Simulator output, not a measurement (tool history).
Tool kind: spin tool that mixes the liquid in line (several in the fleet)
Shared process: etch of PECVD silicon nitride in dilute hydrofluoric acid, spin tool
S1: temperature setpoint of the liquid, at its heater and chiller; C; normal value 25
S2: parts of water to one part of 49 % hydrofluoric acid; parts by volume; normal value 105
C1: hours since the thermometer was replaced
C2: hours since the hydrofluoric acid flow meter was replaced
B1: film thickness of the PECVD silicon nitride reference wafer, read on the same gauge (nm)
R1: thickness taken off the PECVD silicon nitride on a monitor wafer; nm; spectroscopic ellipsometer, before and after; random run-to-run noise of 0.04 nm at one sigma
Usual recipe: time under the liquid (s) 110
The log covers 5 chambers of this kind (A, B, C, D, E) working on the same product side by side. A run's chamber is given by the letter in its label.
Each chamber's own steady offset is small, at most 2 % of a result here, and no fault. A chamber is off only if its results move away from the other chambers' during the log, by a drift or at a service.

{"run": "1C", "day": 0.246, "S1": 25, "S2": 105, "time under the liquid (s)": 110, "C1": 1388.8, "C2": 347.7, "B1": 60.009, "R1": 4.6802}
{"run": "2D", "day": 0.421, "S1": 25, "S2": 105, "time under the liquid (s)": 110, "C1": 1885.4, "C2": 680.2, "B1": 60.014, "R1": 4.743}
{"run": "3E", "day": 0.596, "S1": 25, "S2": 105, "time under the liquid (s)": 110, "C1": 713.5, "C2": 219.9, "B1": 59.987, "R1": 4.7329}
{"run": "4A", "day": 0.871, "S1": 25, "S2": 105, "time under the liquid (s)": 110, "C1": 858.2, "C2": 1320.9, "B1": 59.994, "R1": 4.6767}
{"run": "5B", "day": 1.146, "S1": 25, "S2": 105, "time under the liquid (s)": 110, "C1": 830.6, "C2": 59.1, "B1": 60.016, "R1": 4.7512}
{"run": "6E", "day": 1.396, "S1": 25, "S2": 105, "time under the liquid (s)": 110, "C1": 732.7, "C2": 239.1, "B1": 60.019, "R1": 4.8057}
{"run": "7D", "day": 1.683, "S1": 25, "S2": 105, "time under the liquid (s)": 110, "C1": 1915.7, "C2": 710.5, "B1": 60.002, "R1": 4.6912}
{"run": "8B", "day": 1.983, "S1": 25, "S2": 105, "time under the liquid (s)": 110, "C1": 850.7, "C2": 79.2, "B1": 60.045, "R1": 4.6352}
{"run": "9A", "day": 2.15, "S1": 25, "S2": 105, "time under the liquid (s)": 110, "C1": 888.9, "C2": 1351.6, "B1": 60.012, "R1": 4.6657}
{"run": "10C", "day": 2.304, "S1": 25, "S2": 105, "time under the liquid (s)": 110, "C1": 1438.2, "C2": 397.1, "B1": 60.017, "R1": 4.6194}
{"run": "11E", "day": 2.496, "S1": 25, "S2": 105, "time under the liquid (s)": 110, "C1": 759.1, "C2": 265.5, "B1": 60.03, "R1": 4.7511}
{"run": "12B", "day": 2.729, "S1": 25, "S2": 105, "time under the liquid (s)": 110, "C1": 868.6, "C2": 97.1, "B1": 60.004, "R1": 4.6589}
{"run": "13D", "day": 2.929, "S1": 25, "S2": 105, "time under the liquid (s)": 110, "C1": 1945.6, "C2": 740.4, "B1": 60.013, "R1": 4.676}
{"run": "14A", "day": 3.229, "S1": 25, "S2": 105, "time under the liquid (s)": 110, "C1": 914.8, "C2": 1377.5, "B1": 60.019, "R1": 4.65}
{"run": "15C", "day": 3.475, "S1": 25, "S2": 120, "time under the liquid (s)": 160, "C1": 1466.3, "C2": 425.2, "B1": 59.986, "R1": 5.9157}
{"run": "16A", "day": 3.667, "S1": 25, "S2": 120, "time under the liquid (s)": 160, "C1": 925.3, "C2": 1388.0, "B1": 59.963, "R1": 5.9202}
{"run": "17D", "day": 3.867, "S1": 25, "S2": 120, "time under the liquid (s)": 160, "C1": 1968.1, "C2": 762.9, "B1": 60.024, "R1": 5.9769}
{"run": "18E", "day": 4.088, "S1": 25, "S2": 120, "time under the liquid (s)": 160, "C1": 797.3, "C2": 303.7, "B1": 59.956, "R1": 6.0767}
{"run": "19B", "day": 4.371, "S1": 25, "S2": 120, "time under the liquid (s)": 160, "C1": 908.0, "C2": 136.5, "B1": 59.987, "R1": 5.9675}
{"run": "20C", "day": 4.604, "S1": 25, "S2": 105, "time under the liquid (s)": 110, "C1": 1493.4, "C2": 452.3, "B1": 60.008, "R1": 4.6446}
{"run": "21A", "day": 4.858, "S1": 25, "S2": 105, "time under the liquid (s)": 110, "C1": 953.9, "C2": 1416.6, "B1": 59.992, "R1": 4.712}
{"run": "22D", "day": 5.004, "S1": 25, "S2": 105, "time under the liquid (s)": 110, "C1": 1995.4, "C2": 790.2, "B1": 60.03, "R1": 4.7689}
{"run": "23C", "day": 5.304, "S1": 25, "S2": 105, "time under the liquid (s)": 110, "C1": 1510.2, "C2": 469.1, "B1": 60.021, "R1": 4.6358}
{"day": 5.375, "done": "chamber A: thermometer replaced"}
{"run": "24B", "day": 5.533, "S1": 25, "S2": 105, "time under the liquid (s)": 110, "C1": 935.9, "C2": 164.4, "B1": 60.017, "R1": 4.8202}
{"run": "25E", "day": 5.788, "S1": 25, "S2": 105, "time under the liquid (s)": 110, "C1": 838.1, "C2": 344.5, "B1": 60.041, "R1": 4.8311}
{"run": "26A", "day": 6.05, "S1": 25, "S2": 105, "time under the liquid (s)": 110, "C1": 16.3, "C2": 1445.2, "B1": 60.032, "R1": 4.7728}
{"day": 6.096, "done": "chamber C: hydrofluoric acid flow meter replaced"}
{"run": "27D", "day": 6.288, "S1": 25, "S2": 105, "time under the liquid (s)": 110, "C1": 2026.2, "C2": 821.0, "B1": 59.987, "R1": 4.7854}
{"run": "28C", "day": 6.571, "S1": 25, "S2": 105, "time under the liquid (s)": 110, "C1": 1540.6, "C2": 11.4, "B1": 59.959, "R1": 4.5613}
{"run": "29E", "day": 6.762, "S1": 25, "S2": 105, "time under the liquid (s)": 110, "C1": 861.5, "C2": 367.9, "B1": 60.008, "R1": 4.8176}
{"run": "30B", "day": 6.896, "S1": 25, "S2": 105, "time under the liquid (s)": 110, "C1": 968.6, "C2": 197.1, "B1": 59.989, "R1": 4.8952}
{"run": "31D", "day": 7.079, "S1": 25, "S2": 105, "time under the liquid (s)": 110, "C1": 2045.2, "C2": 840.0, "B1": 60.025, "R1": 4.6734}
{"run": "32A", "day": 7.358, "S1": 25, "S2": 105, "time under the liquid (s)": 110, "C1": 47.7, "C2": 1476.6, "B1": 59.974, "R1": 4.6423}
{"run": "33E", "day": 7.617, "S1": 25, "S2": 105, "time under the liquid (s)": 110, "C1": 882.0, "C2": 388.4, "B1": 59.961, "R1": 4.7597}
{"run": "34C", "day": 7.8, "S1": 27, "S2": 105, "time under the liquid (s)": 170, "C1": 1570.1, "C2": 40.9, "B1": 59.998, "R1": 8.0438}
{"run": "35B", "day": 8.042, "S1": 27, "S2": 105, "time under the liquid (s)": 170, "C1": 996.1, "C2": 224.6, "B1": 59.977, "R1": 8.798}
{"run": "36D", "day": 8.221, "S1": 27, "S2": 105, "time under the liquid (s)": 170, "C1": 2072.6, "C2": 867.4, "B1": 59.973, "R1": 8.3553}
{"run": "37B", "day": 8.429, "S1": 27, "S2": 105, "time under the liquid (s)": 170, "C1": 1005.4, "C2": 233.9, "B1": 59.951, "R1": 8.7932}
{"run": "38A", "day": 8.612, "S1": 27, "S2": 105, "time under the liquid (s)": 170, "C1": 77.8, "C2": 1506.7, "B1": 60.004, "R1": 8.2536}
{"run": "39C", "day": 8.904, "S1": 25, "S2": 105, "time under the liquid (s)": 110, "C1": 1596.6, "C2": 67.4, "B1": 60.017, "R1": 4.6255}
{"run": "40E", "day": 9.133, "S1": 25, "S2": 105, "time under the liquid (s)": 110, "C1": 918.4, "C2": 424.8, "B1": 60.005, "R1": 4.7571}
{"run": "41A", "day": 9.342, "S1": 25, "S2": 105, "time under the liquid (s)": 110, "C1": 95.3, "C2": 1524.2, "B1": 60.011, "R1": 4.723}
{"run": "42B", "day": 9.608, "S1": 25, "S2": 105, "time under the liquid (s)": 110, "C1": 1033.7, "C2": 262.2, "B1": 59.985, "R1": 5.1504}
{"run": "43E", "day": 9.812, "S1": 25, "S2": 55, "time under the liquid (s)": 110, "C1": 934.7, "C2": 441.1, "B1": 60.037, "R1": 8.8999}

Is one chamber out of step, is the gauge drifting, or do the chambers differ by no more than their own small offsets? For an off chamber, give its letter and the likeliest cause.

It is chamber B that slowly wanders off from its peers.
Likeliest cause: liquid hotter than its thermometer reads (K) = 1.86.
With only this log, it may be confused with: hydrofluoric acid flow above the setpoint (%).

Here are 4 candidates for chamber B's next run, each the usual settings with a change, their results left as question marks. Which one brings its results back in line with what the others give on the usual settings?
In line means no further than this from the other chambers' mean on the usual settings: R1 0.1400 nm
{"run": "44B-1", "day": 10.029, "S1": 25, "S2": 95, "time under the liquid (s)": 110, "R1": "?"}
{"run": "44B-2", "day": 10.029, "S1": 25, "S2": 105, "time under the liquid (s)": 115, "R1": "?"}
{"run": "44B-3", "day": 10.029, "S1": 25, "S2": 105, "time under the liquid (s)": 100, "R1": "?"}
{"run": "44B-4", "day": 10.029, "S1": 25, "S2": 105, "time under the liquid (s)": 105, "R1": "?"}

What the other chambers average on the usual settings: R1 4.7060 nm
run=44B-1 R1=5.7525
run=44B-2 R1=5.4517
run=44B-3 R1=4.7406
run=44B-4 R1=4.9777
44B-3 puts the chamber back in line with the other chambers.
